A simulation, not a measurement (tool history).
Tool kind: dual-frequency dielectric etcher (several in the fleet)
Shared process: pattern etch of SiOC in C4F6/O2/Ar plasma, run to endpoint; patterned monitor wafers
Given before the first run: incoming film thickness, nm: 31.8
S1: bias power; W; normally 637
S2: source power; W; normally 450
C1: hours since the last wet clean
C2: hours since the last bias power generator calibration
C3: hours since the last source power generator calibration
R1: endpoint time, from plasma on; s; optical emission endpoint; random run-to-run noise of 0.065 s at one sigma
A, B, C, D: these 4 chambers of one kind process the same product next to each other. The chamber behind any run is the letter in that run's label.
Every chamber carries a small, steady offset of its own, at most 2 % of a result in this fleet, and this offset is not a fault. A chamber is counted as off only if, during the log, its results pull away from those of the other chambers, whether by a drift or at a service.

{"run": "1A", "hour": 12.2, "S1": 637, "S2": 450, "C1": 296.9, "C2": 940.4, "C3": 1202.7, "R1": 9.2511}
{"run": "2C", "hour": 19.3, "S1": 637, "S2": 450, "C1": 314.1, "C2": 588.2, "C3": 2810.7, "R1": 9.4214}
{"run": "3B", "hour": 29.3, "S1": 637, "S2": 450, "C1": 314.0, "C2": 870.6, "C3": 442.1, "R1": 9.1778}
{"run": "4D", "hour": 39.1, "S1": 637, "S2": 450, "C1": 150.2, "C2": 567.3, "C3": 3049.9, "R1": 9.5916}
{"run": "5B", "hour": 48.2, "S1": 637, "S2": 450, "C1": 332.9, "C2": 889.5, "C3": 461.0, "R1": 9.2364}
{"run": "6C", "hour": 59.4, "S1": 637, "S2": 450, "C1": 354.2, "C2": 628.3, "C3": 2850.8, "R1": 9.3495}
{"run": "7A", "hour": 71.4, "S1": 709, "S2": 550, "C1": 356.1, "C2": 999.6, "C3": 1261.9, "R1": 8.1962}
{"run": "8D", "hour": 84.1, "S1": 709, "S2": 550, "C1": 195.2, "C2": 612.3, "C3": 3094.9, "R1": 8.4249}
{"run": "9D", "hour": 92.0, "S1": 709, "S2": 550, "C1": 203.1, "C2": 620.2, "C3": 3102.8, "R1": 8.5645}
{"run": "10C", "hour": 104.3, "S1": 709, "S2": 550, "C1": 399.1, "C2": 673.2, "C3": 2895.7, "R1": 8.4274}
{"run": "11A", "hour": 113.8, "S1": 637, "S2": 450, "C1": 398.5, "C2": 1042.0, "C3": 1304.3, "R1": 9.1047}
{"run": "12B", "hour": 127.9, "S1": 637, "S2": 450, "C1": 412.6, "C2": 969.2, "C3": 540.7, "R1": 9.2403}
{"run": "13C", "hour": 139.6, "S1": 637, "S2": 450, "C1": 434.4, "C2": 708.5, "C3": 2931.0, "R1": 9.3912}
{"run": "14A", "hour": 152.3, "S1": 637, "S2": 450, "C1": 437.0, "C2": 1080.5, "C3": 1342.8, "R1": 9.2558}
{"hour": 153.2, "done": "chamber A: wet clean of the chamber"}
{"run": "15B", "hour": 165.1, "S1": 637, "S2": 450, "C1": 449.8, "C2": 1006.4, "C3": 577.9, "R1": 9.2299}
{"hour": 172.0, "done": "chamber C: source power generator calibrated"}
{"run": "16D", "hour": 173.5, "S1": 550, "S2": 450, "C1": 284.6, "C2": 701.7, "C3": 3184.3, "R1": 9.9735}
{"run": "17A", "hour": 184.9, "S1": 550, "S2": 450, "C1": 31.7, "C2": 1113.1, "C3": 1375.4, "R1": 9.9397}
{"run": "18C", "hour": 197.2, "S1": 550, "S2": 450, "C1": 492.0, "C2": 766.1, "C3": 25.3, "R1": 9.9057}
{"run": "19D", "hour": 209.7, "S1": 550, "S2": 450, "C1": 320.8, "C2": 737.9, "C3": 3220.5, "R1": 9.9735}
{"run": "20B", "hour": 222.6, "S1": 637, "S2": 450, "C1": 507.3, "C2": 1063.9, "C3": 635.4, "R1": 9.1634}
{"run": "21B", "hour": 231.7, "S1": 637, "S2": 450, "C1": 516.4, "C2": 1073.0, "C3": 644.5, "R1": 9.0965}
{"run": "22D", "hour": 241.8, "S1": 637, "S2": 450, "C1": 352.9, "C2": 770.0, "C3": 3252.6, "R1": 9.547}
{"run": "23A", "hour": 252.9, "S1": 693, "S2": 520, "C1": 99.7, "C2": 1181.1, "C3": 1443.4, "R1": 8.5029}
{"run": "24C", "hour": 259.8, "S1": 693, "S2": 520, "C1": 554.6, "C2": 828.7, "C3": 87.9, "R1": 8.6082}
{"run": "25D", "hour": 268.4, "S1": 693, "S2": 520, "C1": 379.5, "C2": 796.6, "C3": 3279.2, "R1": 8.7198}
{"run": "26B", "hour": 279.7, "S1": 693, "S2": 520, "C1": 564.4, "C2": 1121.0, "C3": 692.5, "R1": 8.5445}
{"hour": 288.8, "done": "chamber B: wet clean of the chamber"}
{"run": "27A", "hour": 293.4, "S1": 637, "S2": 450, "C1": 140.2, "C2": 1221.6, "C3": 1483.9, "R1": 9.3226}
{"run": "28C", "hour": 299.8, "S1": 523, "S2": 350, "C1": 594.6, "C2": 868.7, "C3": 127.9, "R1": 11.113}
{"run": "29C", "hour": 306.7, "S1": 523, "S2": 350, "C1": 601.5, "C2": 875.6, "C3": 134.8, "R1": 11.101}
{"run": "30A", "hour": 319.0, "S1": 523, "S2": 350, "C1": 165.8, "C2": 1247.2, "C3": 1509.5, "R1": 11.056}
{"run": "31D", "hour": 325.5, "S1": 523, "S2": 350, "C1": 436.6, "C2": 853.7, "C3": 3336.3, "R1": 11.203}
{"run": "32B", "hour": 336.6, "S1": 637, "S2": 450, "C1": 47.8, "C2": 1177.9, "C3": 749.4, "R1": 9.3122}
{"run": "33D", "hour": 343.4, "S1": 637, "S2": 450, "C1": 454.5, "C2": 871.6, "C3": 3354.2, "R1": 9.4425}
{"run": "34B", "hour": 350.9, "S1": 637, "S2": 450, "C1": 62.1, "C2": 1192.2, "C3": 763.7, "R1": 9.2827}
{"run": "35A", "hour": 361.5, "S1": 637, "S2": 450, "C1": 208.3, "C2": 1289.7, "C3": 1552.0, "R1": 9.2999}
{"run": "36C", "hour": 368.3, "S1": 637, "S2": 450, "C1": 663.1, "C2": 937.2, "C3": 196.4, "R1": 9.4747}
{"run": "37D", "hour": 378.5, "S1": 637, "S2": 450, "C1": 489.6, "C2": 906.7, "C3": 3389.3, "R1": 9.5384}
{"hour": 382.4, "done": "chamber C: wet clean of the chamber"}
{"hour": 384.4, "done": "chamber D: wet clean of the chamber"}
{"run": "38B", "hour": 390.8, "S1": 637, "S2": 450, "C1": 102.0, "C2": 1232.1, "C3": 803.6, "R1": 9.1337}
{"run": "39A", "hour": 401.5, "S1": 637, "S2": 450, "C1": 248.3, "C2": 1329.7, "C3": 1592.0, "R1": 9.2873}
{"run": "40C", "hour": 413.0, "S1": 685, "S2": 450, "C1": 30.6, "C2": 981.9, "C3": 241.1, "R1": 9.0984}
{"run": "41A", "hour": 423.8, "S1": 685, "S2": 450, "C1": 270.6, "C2": 1352.0, "C3": 1614.3, "R1": 8.9984}
{"run": "42B", "hour": 437.3, "S1": 685, "S2": 450, "C1": 148.5, "C2": 1278.6, "C3": 850.1, "R1": 9.068}
{"run": "43C", "hour": 451.0, "S1": 685, "S2": 450, "C1": 68.6, "C2": 1019.9, "C3": 279.1, "R1": 9.0969}
{"run": "44D", "hour": 462.3, "S1": 637, "S2": 450, "C1": 78.0, "C2": 990.5, "C3": 3473.1, "R1": 9.5862}

All chambers now run identical settings, listed one chamber a line with results as question marks. What results will each chamber show?
{"run": "45A", "hour": 472.6, "S1": 637, "S2": 450, "R1": "?"}
{"run": "45B", "hour": 472.6, "S1": 637, "S2": 450, "R1": "?"}
{"run": "45C", "hour": 472.6, "S1": 637, "S2": 450, "R1": "?"}
{"run": "45D", "hour": 472.6, "S1": 637, "S2": 450, "R1": "?"}

run=45A R1=9.2501
run=45B R1=9.1870
run=45C R1=9.3582
run=45D R1=9.5973
